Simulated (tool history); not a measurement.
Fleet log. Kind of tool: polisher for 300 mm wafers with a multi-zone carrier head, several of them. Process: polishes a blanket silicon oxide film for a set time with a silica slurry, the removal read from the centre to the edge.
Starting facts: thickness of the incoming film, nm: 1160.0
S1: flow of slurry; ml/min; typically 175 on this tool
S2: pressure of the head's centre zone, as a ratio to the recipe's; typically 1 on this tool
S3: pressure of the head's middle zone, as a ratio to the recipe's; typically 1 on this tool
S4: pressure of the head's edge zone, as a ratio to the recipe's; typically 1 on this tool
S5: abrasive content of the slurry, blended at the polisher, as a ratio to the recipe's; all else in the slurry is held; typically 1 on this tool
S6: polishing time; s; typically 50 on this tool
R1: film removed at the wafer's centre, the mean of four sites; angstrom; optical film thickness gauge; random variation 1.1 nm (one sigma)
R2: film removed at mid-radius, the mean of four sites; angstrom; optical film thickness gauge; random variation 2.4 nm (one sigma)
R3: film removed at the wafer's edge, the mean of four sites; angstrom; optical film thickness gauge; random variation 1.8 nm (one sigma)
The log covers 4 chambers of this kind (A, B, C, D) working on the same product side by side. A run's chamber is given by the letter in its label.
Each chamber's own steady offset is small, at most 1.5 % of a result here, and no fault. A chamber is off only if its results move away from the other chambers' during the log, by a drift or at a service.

run,hour,S1,S2,S3,S4,S5,S6,R1,R2,R3
1C,3.1,175,1,1,1,1,50,1649.5,1659.9,1693.9
2D,8.7,175,1,1,1,1,50,1606.4,1616.6,1641.4
3A,13.5,175,1,1,1,1,50,1672.7,1654,1683.4
4B,19.1,175,1,1,1,1,50,1625.2,1652.6,1682.5
5C,23,175,1,1,1,1,50,1635.5,1663.7,1669.3
6A,28.4,175,1,1,1,1,50,1674.1,1680.9,1660.1
7B,34,175,1,1,1,1,50,1638.1,1615.3,1669.1
8D,36.8,175,1,1,1,1,50,1638.1,1644.4,1650.6
9B,40.6,175,1,1,1,1,50,1650,1639.9,1638.6
10A,43.9,175,1,1,1,1,50,1658.3,1664.3,1659.3
11D,48,175,1,1,1,1,50,1628.7,1617,1643.4
12C,51.4,175,1,1,1,1,50,1626.8,1617.8,1670.3
13B,54.3,175,1,1,1,1,50,1628,1626.5,1646.4
14C,59.5,175,1,1,0.95,1,50,1630,1671.4,1608.9
# hour 60.6: chamber D: worn pad replaced by a new one
15D,62.6,175,1,1,0.95,1,50,1625.6,1652.2,1609.4
# hour 62.8: chamber B: worn pad replaced by a new one
16A,66.6,175,1,1,0.95,1,50,1652.7,1625,1605.9
17B,70.1,175,1,1,0.95,1,50,1650.8,1607.5,1603.9
18C,75.4,175,1,0.94,1,1,50,1648,1539.6,1663.4
19D,79.3,175,1,0.94,1,1,50,1610.1,1540.8,1674.5
20A,82.8,175,1,0.94,1,1,50,1630.4,1504.9,1606.6
21D,87.6,175,1,0.94,1,1,50,1616,1548.3,1681
22B,93.3,175,1,1,1,1,50,1622.9,1692.1,1666.6
23C,98.6,175,1,1,1,1,50,1650.8,1652.2,1651.1
24A,102,175,1,1,1,1,50,1615.7,1615.1,1619.4
25B,104.6,175,1,1,1,1,50,1637.2,1660.4,1673.8
# hour 105.1: chamber D: centre zone pressure recalibrated
26C,108.2,175,1,1,1,1,50,1661.6,1624.4,1651.4
27D,113.2,175,1,1,1,1,50,1624.3,1671.8,1623.8
# hour 116.1: chamber B: edge zone pressure recalibrated
28A,117.8,175,1,1,1,1,50,1612.4,1602.2,1594.1
29C,120.3,175,1,1,1,1,50,1651.9,1646.4,1662.2
# hour 123.7: chamber D: worn pad replaced by a new one
30A,124.6,175,1,1,1,1,50,1604,1603.8,1598.5
# hour 128.9: chamber C: slurry nozzle cleaned
31B,130,175,1,1,1,1,50,1646.7,1663.6,1642
32D,133,175,1,1,1,1,50,1642.1,1640,1668.6
# hour 134: chamber C: worn pad replaced by a new one
33B,137.3,175,1,1,1,1,50,1648.6,1637.7,1672.3
34D,140.1,175,1,1,1,1,50,1630.8,1644.1,1645.6
35C,143.2,175,1,1,1,1,50,1655.3,1680,1641.4
36A,148.7,175,1,1,0.88,1.2,50,1707.6,1735.7,1595.1
37A,152.3,175,1,1,0.88,1.2,50,1732.8,1684.2,1566.8
38D,156.3,175,1,1,0.88,1.2,50,1755,1755.1,1674.8
39B,161.1,175,1,1,0.88,1.2,50,1791.8,1735.5,1701
40C,166.1,175,1,1,1,1,50,1642.4,1649.2,1660.5
# hour 167.1: chamber B: worn pad replaced by a new one
41B,169.2,175,1,1,1,1,50,1634.4,1638.9,1690.1
# hour 172.8: chamber D: edge zone pressure recalibrated
42D,173.1,175,1,1,1,1,50,1626.7,1643.7,1661
43C,178.6,175,1,1,1,1,50,1647.8,1648,1660.3

One chamber off, gauge drift, or nothing amiss beyond the chambers' own small offsets? If it is a chamber, which one, and what is the likeliest cause?

Little by little, chamber A moves away from the other chambers.
Cause: removal rate lost through wear of the pad, % = 5.39.
From this log alone, it may not be told apart from: slurry flow missing at the pad, %.

Here are 4 candidates for chamber A's next run, each the usual settings with a change, their results left as question marks. Which one brings its results back in line with what the others give on the usual settings?
Counts as in line when no further than this from what the other chambers average on the usual settings: R1 38 angstrom; R2 84 angstrom; R3 63 angstrom
44A-1,182.7,175,0.97,1,1.02,1.05,55,?,?,?
44A-2,182.7,175,1.02,1.01,0.98,0.95,46,?,?,?
44A-3,182.7,175,0.99,1,1.01,1,53,?,?,?
44A-4,182.7,175,1.02,1.01,0.99,1,47,?,?,?

Usual-settings mean across the other chambers: R1 1640.2 angstrom; R2 1650.6 angstrom; R3 1661.2 angstrom
run,R1,R2,R3
44A-1,1714.8,1764.1,1771.6
44A-2,1448.6,1422.1,1386
44A-3,1653.5,1662.8,1661.5
44A-4,1515.7,1488,1457.8
The right change is 44A-3: it brings the chamber back within the allowed miss of the others.
